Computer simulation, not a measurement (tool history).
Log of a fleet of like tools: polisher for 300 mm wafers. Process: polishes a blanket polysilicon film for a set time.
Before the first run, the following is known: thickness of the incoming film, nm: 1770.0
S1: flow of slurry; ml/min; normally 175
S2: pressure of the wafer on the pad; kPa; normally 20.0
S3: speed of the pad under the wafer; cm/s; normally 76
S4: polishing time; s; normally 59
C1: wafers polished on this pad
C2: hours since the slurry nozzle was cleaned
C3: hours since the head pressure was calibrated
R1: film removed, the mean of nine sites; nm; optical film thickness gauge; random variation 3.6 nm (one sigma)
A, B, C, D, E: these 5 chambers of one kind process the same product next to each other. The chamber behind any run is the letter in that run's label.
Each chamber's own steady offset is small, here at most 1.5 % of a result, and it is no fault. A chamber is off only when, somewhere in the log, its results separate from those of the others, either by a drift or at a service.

run,hour,S1,S2,S3,S4,C1,C2,C3,R1
1B,7.9,175,20.0,76,59,715,374.7,629.0,448.23
# hour 10.6: chamber E: head pressure recalibrated
2E,14.8,175,20.0,76,59,603,331.2,4.2,457.03
# hour 19.4: chamber E: slurry nozzle cleaned
3C,20.8,175,20.0,76,59,1198,361.2,101.0,455.77
4A,25.0,175,20.0,76,59,589,299.9,249.5,458.34
# hour 32.0: chamber E: worn pad replaced by a new one
5D,32.3,175,20.0,76,59,735,199.1,703.8,452.74
# hour 32.6: chamber D: worn pad replaced by a new one
# hour 35.8: chamber A: worn pad replaced by a new one
6C,39.4,175,20.0,76,59,1492,379.8,119.6,461.06
7D,43.4,175,20.0,76,59,170,210.2,714.9,457.23
# hour 46.0: chamber C: worn pad replaced by a new one
# hour 48.5: chamber B: worn pad replaced by a new one
8A,49.5,175,20.0,76,59,216,324.4,274.0,453.18
9E,58.2,175,20.0,76,59,415,38.8,47.6,459.66
10B,62.4,175,20.0,76,59,220,429.2,683.5,450.46
11B,66.4,175,20.0,76,59,283,433.2,687.5,453.88
12D,71.3,125,20.0,76,77,611,238.1,742.8,569.55
# hour 77.4: chamber A: worn pad replaced by a new one
# hour 77.5: chamber D: worn pad replaced by a new one
13E,79.2,125,20.0,76,77,747,59.8,68.6,557.07
# hour 81.4: chamber B: slurry nozzle cleaned
14C,88.1,125,20.0,76,77,665,428.5,168.3,559.45
15A,96.1,125,20.0,76,77,296,371.0,320.6,548.14
# hour 97.7: chamber E: worn pad replaced by a new one
16D,101.7,125,20.0,76,77,383,268.5,773.2,561.59
17E,107.4,175,20.0,76,59,154,88.0,96.8,457.62
18C,113.6,175,20.0,76,59,1068,454.0,193.8,458.34
# hour 117.5: chamber D: worn pad replaced by a new one
19A,121.9,175,20.0,76,59,704,396.8,346.4,451.38
# hour 125.2: chamber A: worn pad replaced by a new one
# hour 126.9: chamber B: worn pad replaced by a new one
20B,128.0,175,20.0,76,59,17,46.6,749.1,455.55
21A,132.1,175,20.0,76,59,109,407.0,356.6,452.15
# hour 136.0: chamber C: worn pad replaced by a new one
# hour 140.6: chamber D: slurry nozzle cleaned
22D,141.0,175,20.0,76,59,371,0.5,812.5,454.00
# hour 144.8: chamber B: head pressure recalibrated
23C,146.0,175,20.0,76,59,158,486.4,226.2,455.87
24B,154.5,175,20.0,76,59,435,73.1,9.8,418.33
# hour 155.7: chamber E: worn pad replaced by a new one
25E,159.1,175,20.0,76,59,54,139.7,148.5,457.83
26C,165.3,195,20.0,76,59,463,505.7,245.5,457.94
# hour 166.0: chamber D: worn pad replaced by a new one
27D,172.5,195,20.0,76,59,103,32.0,844.0,471.90
# hour 173.1: chamber A: worn pad replaced by a new one
28E,181.4,195,20.0,76,59,406,162.0,170.8,457.13
29A,185.5,195,20.0,76,59,196,460.4,410.0,462.53
30B,189.7,195,20.0,76,59,991,108.3,45.0,427.98
31D,196.6,175,20.0,76,59,484,56.1,868.1,457.63
# hour 198.6: chamber A: head pressure recalibrated
32A,202.9,175,20.0,76,59,471,477.8,4.3,452.03
33C,207.1,175,20.0,76,59,1124,547.5,287.3,456.44
# hour 213.0: chamber B: worn pad replaced by a new one
# hour 213.2: chamber E: worn pad replaced by a new one
34B,214.6,135,20.0,76,59,26,133.2,69.9,397.60
35E,222.6,135,20.0,76,59,149,203.2,212.0,433.35

For the next run the whole fleet of 5 chambers uses the same settings. Give each chamber's results:
36A,229.3,130,20.0,76,59,,,,?
36B,229.3,130,20.0,76,59,,,,?
36C,229.3,130,20.0,76,59,,,,?
36D,229.3,130,20.0,76,59,,,,?
36E,229.3,130,20.0,76,59,,,,?

run,R1
36A,430.70
36B,396.21
36C,430.09
36D,434.62
36E,430.47
